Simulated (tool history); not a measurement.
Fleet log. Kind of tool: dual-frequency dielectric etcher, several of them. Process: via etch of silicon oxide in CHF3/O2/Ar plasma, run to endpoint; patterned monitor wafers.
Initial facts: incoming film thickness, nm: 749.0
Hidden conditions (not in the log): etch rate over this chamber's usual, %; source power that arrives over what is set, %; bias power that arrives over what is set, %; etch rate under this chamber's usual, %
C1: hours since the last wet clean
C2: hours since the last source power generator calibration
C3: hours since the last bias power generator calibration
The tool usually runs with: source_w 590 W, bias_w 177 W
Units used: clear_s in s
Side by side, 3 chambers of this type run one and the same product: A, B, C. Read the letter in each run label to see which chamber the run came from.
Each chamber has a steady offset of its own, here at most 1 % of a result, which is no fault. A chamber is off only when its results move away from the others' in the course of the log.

run 1C hour=9.8 | source_w=590 bias_w=177 | C1=266.1 C2=417.7 C3=1867.1 | clear_s=380.89
run 2B hour=17.2 | source_w=590 bias_w=177 | C1=178.4 C2=261.0 C3=896.2 | clear_s=383.58
run 3A hour=24.3 | source_w=590 bias_w=177 | C1=480.8 C2=685.6 C3=1022.1 | clear_s=377.60
run 4A hour=36.9 | source_w=590 bias_w=177 | C1=493.4 C2=698.2 C3=1034.7 | clear_s=378.23
run 5B hour=46.3 | source_w=590 bias_w=177 | C1=207.5 C2=290.1 C3=925.3 | clear_s=385.10
run 6C hour=58.8 | source_w=590 bias_w=177 | C1=315.1 C2=466.7 C3=1916.1 | clear_s=383.35
run 7B hour=68.0 | source_w=590 bias_w=177 | C1=229.2 C2=311.8 C3=947.0 | clear_s=379.59
-- hour=75.8 chamber A: wet clean of the chamber
run 8A hour=81.5 | source_w=590 bias_w=177 | C1=5.7 C2=742.8 C3=1079.3 | clear_s=384.00
run 9C hour=89.1 | source_w=590 bias_w=177 | C1=345.4 C2=497.0 C3=1946.4 | clear_s=386.82
run 10B hour=98.6 | source_w=590 bias_w=177 | C1=259.8 C2=342.4 C3=977.6 | clear_s=379.04
run 11A hour=106.2 | source_w=590 bias_w=177 | C1=30.4 C2=767.5 C3=1104.0 | clear_s=385.30
run 12C hour=117.2 | source_w=590 bias_w=177 | C1=373.5 C2=525.1 C3=1974.5 | clear_s=385.25
run 13B hour=128.6 | source_w=590 bias_w=177 | C1=289.8 C2=372.4 C3=1007.6 | clear_s=373.25
run 14C hour=140.4 | source_w=590 bias_w=177 | C1=396.7 C2=548.3 C3=1997.7 | clear_s=381.30
run 15A hour=147.5 | source_w=590 bias_w=177 | C1=71.7 C2=808.8 C3=1145.3 | clear_s=389.15
run 16A hour=157.5 | source_w=590 bias_w=177 | C1=81.7 C2=818.8 C3=1155.3 | clear_s=383.13
run 17B hour=167.8 | source_w=590 bias_w=177 | C1=329.0 C2=411.6 C3=1046.8 | clear_s=377.53
run 18C hour=175.8 | source_w=590 bias_w=177 | C1=432.1 C2=583.7 C3=2033.1 | clear_s=384.59
run 19C hour=185.0 | source_w=590 bias_w=207 | C1=441.3 C2=592.9 C3=2042.3 | clear_s=366.92
run 20A hour=192.2 | source_w=590 bias_w=207 | C1=116.4 C2=853.5 C3=1190.0 | clear_s=364.95
run 21B hour=203.9 | source_w=590 bias_w=207 | C1=365.1 C2=447.7 C3=1082.9 | clear_s=356.97
run 22A hour=218.4 | source_w=590 bias_w=177 | C1=142.6 C2=879.7 C3=1216.2 | clear_s=381.22
run 23B hour=225.0 | source_w=590 bias_w=161 | C1=386.2 C2=468.8 C3=1104.0 | clear_s=391.50
run 24C hour=233.1 | source_w=590 bias_w=161 | C1=489.4 C2=641.0 C3=2090.4 | clear_s=398.32
run 25A hour=242.3 | source_w=590 bias_w=161 | C1=166.5 C2=903.6 C3=1240.1 | clear_s=400.40
run 26B hour=256.2 | source_w=590 bias_w=177 | C1=417.4 C2=500.0 C3=1135.2 | clear_s=382.93
run 27C hour=264.3 | source_w=680 bias_w=200 | C1=520.6 C2=672.2 C3=2121.6 | clear_s=355.37
run 28C hour=274.6 | source_w=680 bias_w=200 | C1=530.9 C2=682.5 C3=2131.9 | clear_s=356.95
run 29B hour=283.2 | source_w=680 bias_w=200 | C1=444.4 C2=527.0 C3=1162.2 | clear_s=344.41
run 30A hour=297.1 | source_w=590 bias_w=177 | C1=221.3 C2=958.4 C3=1294.9 | clear_s=386.74
run 31C hour=304.0 | source_w=590 bias_w=177 | C1=560.3 C2=711.9 C3=2161.3 | clear_s=391.36
run 32A hour=312.6 | source_w=590 bias_w=177 | C1=236.8 C2=973.9 C3=1310.4 | clear_s=384.62
run 33B hour=319.5 | source_w=590 bias_w=146 | C1=480.7 C2=563.3 C3=1198.5 | clear_s=407.35
run 34A hour=332.0 | source_w=590 bias_w=146 | C1=256.2 C2=993.3 C3=1329.8 | clear_s=406.60
run 35C hour=341.6 | source_w=590 bias_w=146 | C1=597.9 C2=749.5 C3=2198.9 | clear_s=428.34
run 36B hour=352.5 | source_w=590 bias_w=177 | C1=513.7 C2=596.3 C3=1231.5 | clear_s=383.81
run 37A hour=360.8 | source_w=590 bias_w=177 | C1=285.0 C2=1022.1 C3=1358.6 | clear_s=383.63
run 38B hour=375.1 | source_w=700 bias_w=139 | C1=536.3 C2=618.9 C3=1254.1 | clear_s=380.59
run 39C hour=384.0 | source_w=700 bias_w=139 | C1=640.3 C2=791.9 C3=2241.3 | clear_s=406.67
run 40A hour=396.3 | source_w=700 bias_w=139 | C1=320.5 C2=1057.6 C3=1394.1 | clear_s=390.58
run 41C hour=406.2 | source_w=590 bias_w=177 | C1=662.5 C2=814.1 C3=2263.5 | clear_s=410.43

What goes on in this fleet: one chamber off, a drifting gauge, or nothing beyond the chambers' own small offsets? Name the chamber and the cause, if any.

It is chamber C that slowly wanders off from its peers.
Cause: etch rate under this chamber's usual, % = 5.27.

Here are 4 candidates for chamber C's next run, each the usual settings with a change, their results left as question marks. Which one brings its results back in line with what the others give on the usual settings?
Allowed miss from the other chambers' usual-settings mean, per result, to count as in line: clear_s 11.00 s
run 42C-1 hour=417.1 | source_w=590 bias_w=127 | clear_s=?
run 42C-2 hour=417.1 | source_w=790 bias_w=177 | clear_s=?
run 42C-3 hour=417.1 | source_w=500 bias_w=177 | clear_s=?
run 42C-4 hour=417.1 | source_w=640 bias_w=191 | clear_s=?

Average result of the remaining chambers running the usual settings: clear_s 381.40 s
run=42C-1 clear_s=454.13
run=42C-2 clear_s=364.73
run=42C-3 clear_s=433.62
run=42C-4 clear_s=385.04
Change 42C-4 lands the chamber within the allowed miss of the other chambers.

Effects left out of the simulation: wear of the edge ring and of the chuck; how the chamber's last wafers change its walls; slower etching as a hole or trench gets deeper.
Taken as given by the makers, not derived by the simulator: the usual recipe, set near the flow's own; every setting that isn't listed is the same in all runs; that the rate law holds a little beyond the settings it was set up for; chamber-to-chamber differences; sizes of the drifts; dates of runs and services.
